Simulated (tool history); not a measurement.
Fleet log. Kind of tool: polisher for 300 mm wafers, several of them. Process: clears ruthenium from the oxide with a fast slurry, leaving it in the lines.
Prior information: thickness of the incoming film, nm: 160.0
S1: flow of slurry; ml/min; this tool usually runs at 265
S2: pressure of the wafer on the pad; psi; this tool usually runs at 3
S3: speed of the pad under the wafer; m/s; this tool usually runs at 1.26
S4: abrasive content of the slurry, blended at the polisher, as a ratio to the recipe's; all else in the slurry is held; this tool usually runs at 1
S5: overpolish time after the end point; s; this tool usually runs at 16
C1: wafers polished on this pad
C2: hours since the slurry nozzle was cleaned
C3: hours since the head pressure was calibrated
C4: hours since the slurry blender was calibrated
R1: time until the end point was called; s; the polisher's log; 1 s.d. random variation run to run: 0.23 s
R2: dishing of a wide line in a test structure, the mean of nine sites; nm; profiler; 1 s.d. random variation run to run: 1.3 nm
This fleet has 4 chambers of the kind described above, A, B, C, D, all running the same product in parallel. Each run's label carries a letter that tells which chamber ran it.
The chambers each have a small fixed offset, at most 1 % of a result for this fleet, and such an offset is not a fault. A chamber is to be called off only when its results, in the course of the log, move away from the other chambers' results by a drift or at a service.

Run 1C, hour 8: usual settings; C1 625; C2 434.6; C3 537.9; C4 172.7. Result: R1 25.908 s, R2 64.31 nm.
At hour 10.3: chamber A: slurry blender recalibrated.
Run 2D, hour 16.9: usual settings; C1 1030; C2 483.3; C3 862.5; C4 41.1. Result: R1 25.319 s, R2 63.92 nm.
Run 3A, hour 25.5: usual settings; C1 674; C2 110.9; C3 442; C4 15.2. Result: R1 25.171 s, R2 62.022 nm.
At hour 30.3: chamber C: worn pad replaced by a new one.
Run 4B, hour 34.1: usual settings; C1 569; C2 37.6; C3 306.4; C4 287.7. Result: R1 25.174 s, R2 62.888 nm.
Run 5C, hour 39.3: usual settings; C1 89; C2 465.9; C3 569.2; C4 204. Result: R1 25.466 s, R2 63.361 nm.
At hour 41.9: chamber A: worn pad replaced by a new one.
Run 6D, hour 47.8: usual settings; C1 1335; C2 514.2; C3 893.4; C4 72. Result: R1 25.269 s, R2 60.979 nm.
At hour 53.3: chamber D: worn pad replaced by a new one.
Run 7A, hour 55.8: usual settings; C1 136; C2 141.2; C3 472.3; C4 45.5. Result: R1 24.921 s, R2 63.562 nm.
Run 8B, hour 60.2: usual settings; C1 826; C2 63.7; C3 332.5; C4 313.8. Result: R1 24.844 s, R2 62.346 nm.
Run 9B, hour 67: usual settings; C1 893; C2 70.5; C3 339.3; C4 320.6. Result: R1 25.445 s, R2 62.761 nm.
At hour 67.6: chamber B: slurry blender recalibrated.
Run 10D, hour 75.9: usual settings; C1 223; C2 542.3; C3 921.5; C4 100.1. Result: R1 24.828 s, R2 62.674 nm.
At hour 77.5: chamber D: slurry blender recalibrated.
At hour 80.2: chamber B: worn pad replaced by a new one.
Run 11C, hour 80.9: usual settings; C1 498; C2 507.5; C3 610.8; C4 245.6. Result: R1 25.415 s, R2 63.876 nm.
Run 12A, hour 86.8: usual settings; C1 442; C2 172.2; C3 503.3; C4 76.5. Result: R1 24.225 s, R2 63.854 nm.
Run 13A, hour 92.9: usual settings but S3 1.6 m/s; C1 502; C2 178.3; C3 509.4; C4 82.6. Result: R1 19.225 s, R2 76.154 nm.
Run 14B, hour 98: usual settings but S3 1.6 m/s; C1 175; C2 101.5; C3 370.3; C4 30.4. Result: R1 19.534 s, R2 73.067 nm.
Run 15C, hour 105: usual settings but S3 1.6 m/s; C1 736; C2 531.6; C3 634.9; C4 269.7. Result: R1 19.633 s, R2 72.349 nm.
At hour 105.8: chamber C: worn pad replaced by a new one.
Run 16D, hour 112.4: usual settings but S3 1.6 m/s; C1 582; C2 578.8; C3 958; C4 35. Result: R1 19.801 s, R2 73.572 nm.
At hour 117.2: chamber C: slurry nozzle cleaned.
Run 17B, hour 119.4: usual settings; C1 386; C2 122.9; C3 391.7; C4 51.8. Result: R1 25.102 s, R2 64.796 nm.
At hour 119.5: chamber A: worn pad replaced by a new one.
Run 18A, hour 125.8: usual settings but S3 1.56 m/s, S4 0.85; C1 62; C2 211.2; C3 542.3; C4 115.5. Result: R1 20.421 s, R2 73.698 nm.
Run 19C, hour 134.5: usual settings but S3 1.56 m/s, S4 0.85; C1 283; C2 17.4; C3 664.4; C4 299.2. Result: R1 22.224 s, R2 67.942 nm.
Run 20D, hour 141.7: usual settings but S3 1.56 m/s, S4 0.85; C1 871; C2 608.1; C3 987.3; C4 64.3. Result: R1 21.778 s, R2 69.704 nm.
Run 21B, hour 147.8: usual settings but S3 1.56 m/s, S4 0.85; C1 665; C2 151.3; C3 420.1; C4 80.2. Result: R1 21.987 s, R2 70.702 nm.
Run 22D, hour 152.1: usual settings but S2 3.5 psi, S3 1.06 m/s; C1 973; C2 618.5; C3 997.7; C4 74.7. Result: R1 25.186 s, R2 64.741 nm.
At hour 159.2: chamber A: slurry nozzle cleaned.
Run 23C, hour 159.5: usual settings but S2 3.5 psi, S3 1.06 m/s; C1 529; C2 42.4; C3 689.4; C4 324.2. Result: R1 25.898 s, R2 64.445 nm.
Run 24A, hour 165.1: usual settings but S2 3.5 psi, S3 1.06 m/s; C1 449; C2 6; C3 581.6; C4 154.8. Result: R1 23.576 s, R2 66.178 nm.
Run 25A, hour 172.9: usual settings but S2 3.5 psi, S3 1.06 m/s; C1 526; C2 13.8; C3 589.4; C4 162.6. Result: R1 23.11 s, R2 67.14 nm.
Run 26C, hour 177.1: usual settings; C1 702; C2 60; C3 707; C4 341.8. Result: R1 25.198 s, R2 64.273 nm.

The same settings go to every chamber for the next run, one line per chamber below. Forecast the results for each:
Run 27A, hour 183.8: usual settings. Result: R1 ?, R2 ?.
Run 27B, hour 183.8: usual settings. Result: R1 ?, R2 ?.
Run 27C, hour 183.8: usual settings. Result: R1 ?, R2 ?.
Run 27D, hour 183.8: usual settings. Result: R1 ?, R2 ?.

run      R1      R2
27A  22.322   66.97
27B  25.374  63.887
27C  25.066  64.137
27D  25.063  63.309

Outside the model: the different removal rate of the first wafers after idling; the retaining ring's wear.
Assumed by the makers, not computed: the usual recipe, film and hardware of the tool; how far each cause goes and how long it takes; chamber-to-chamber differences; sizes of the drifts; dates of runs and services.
